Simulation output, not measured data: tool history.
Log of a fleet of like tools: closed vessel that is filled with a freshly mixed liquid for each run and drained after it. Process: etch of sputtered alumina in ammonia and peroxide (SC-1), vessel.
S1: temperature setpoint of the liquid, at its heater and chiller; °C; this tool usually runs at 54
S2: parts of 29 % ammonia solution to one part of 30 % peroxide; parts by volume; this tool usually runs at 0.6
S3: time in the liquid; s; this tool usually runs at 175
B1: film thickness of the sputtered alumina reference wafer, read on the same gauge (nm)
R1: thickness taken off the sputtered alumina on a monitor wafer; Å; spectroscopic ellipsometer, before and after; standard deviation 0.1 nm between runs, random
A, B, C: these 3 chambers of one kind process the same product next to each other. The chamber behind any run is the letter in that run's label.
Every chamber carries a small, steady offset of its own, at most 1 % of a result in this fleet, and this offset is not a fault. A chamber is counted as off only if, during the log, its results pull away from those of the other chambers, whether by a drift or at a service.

{"run": "1B", "hour": 5.4, "S1": 54, "S2": 0.6, "S3": 175, "B1": 130, "R1": 164.12}
{"run": "2A", "hour": 8.1, "S1": 54, "S2": 0.6, "S3": 175, "B1": 129.97, "R1": 165.81}
{"run": "3C", "hour": 13.0, "S1": 54, "S2": 0.6, "S3": 175, "B1": 130, "R1": 165.59}
{"hour": 15.4, "done": "chamber C: new drum of ammonia solution connected"}
{"run": "4A", "hour": 18.7, "S1": 54, "S2": 0.6, "S3": 175, "B1": 129.97, "R1": 166.82}
{"run": "5B", "hour": 21.7, "S1": 54, "S2": 0.6, "S3": 175, "B1": 129.99, "R1": 165.83}
{"run": "6C", "hour": 27.8, "S1": 54, "S2": 0.6, "S3": 175, "B1": 130.04, "R1": 167.38}
{"run": "7B", "hour": 32.2, "S1": 54, "S2": 0.6, "S3": 175, "B1": 130, "R1": 165.7}
{"run": "8A", "hour": 35.3, "S1": 54, "S2": 0.6, "S3": 175, "B1": 129.98, "R1": 164.81}
{"run": "9C", "hour": 40.4, "S1": 54, "S2": 0.35, "S3": 175, "B1": 130.01, "R1": 157.89}
{"run": "10C", "hour": 44.3, "S1": 54, "S2": 0.35, "S3": 175, "B1": 129.99, "R1": 158.61}
{"run": "11B", "hour": 48.7, "S1": 54, "S2": 0.35, "S3": 175, "B1": 130, "R1": 157.49}
{"run": "12A", "hour": 52.9, "S1": 54, "S2": 0.6, "S3": 175, "B1": 130, "R1": 164.96}
{"run": "13C", "hour": 58.3, "S1": 54, "S2": 0.75, "S3": 175, "B1": 130.02, "R1": 170.36}
{"run": "14A", "hour": 61.8, "S1": 54, "S2": 0.75, "S3": 175, "B1": 130.01, "R1": 169.41}
{"run": "15B", "hour": 66.3, "S1": 54, "S2": 0.75, "S3": 175, "B1": 129.99, "R1": 171.2}
{"run": "16C", "hour": 71.3, "S1": 54, "S2": 0.6, "S3": 175, "B1": 130.02, "R1": 167.4}
{"hour": 74.9, "done": "chamber A: new drum of ammonia solution connected"}
{"run": "17A", "hour": 75.2, "S1": 54, "S2": 0.6, "S3": 175, "B1": 129.97, "R1": 166.29}
{"run": "18B", "hour": 79.2, "S1": 54, "S2": 0.6, "S3": 175, "B1": 129.98, "R1": 165.13}
{"run": "19C", "hour": 84.6, "S1": 54, "S2": 0.6, "S3": 175, "B1": 130, "R1": 165.92}
{"run": "20B", "hour": 89.3, "S1": 54, "S2": 0.6, "S3": 175, "B1": 129.98, "R1": 166.78}
{"run": "21A", "hour": 95.0, "S1": 54, "S2": 0.5, "S3": 175, "B1": 129.98, "R1": 163.39}
{"run": "22C", "hour": 98.7, "S1": 54, "S2": 0.5, "S3": 175, "B1": 130.04, "R1": 164.01}
{"run": "23B", "hour": 102.3, "S1": 54, "S2": 0.5, "S3": 175, "B1": 130.02, "R1": 163.18}
{"run": "24A", "hour": 108.2, "S1": 54, "S2": 0.6, "S3": 175, "B1": 129.99, "R1": 164.19}
{"run": "25C", "hour": 113.8, "S1": 54, "S2": 0.6, "S3": 175, "B1": 130, "R1": 168.18}
{"run": "26A", "hour": 118.5, "S1": 54, "S2": 0.6, "S3": 175, "B1": 129.98, "R1": 165.55}

What goes on in this fleet: one chamber off, a drifting gauge, or nothing beyond the chambers' own small offsets? Name the chamber and the cause, if any.

Neither any chamber nor the gauge drifts; the chambers differ only by their own small, steady offsets.
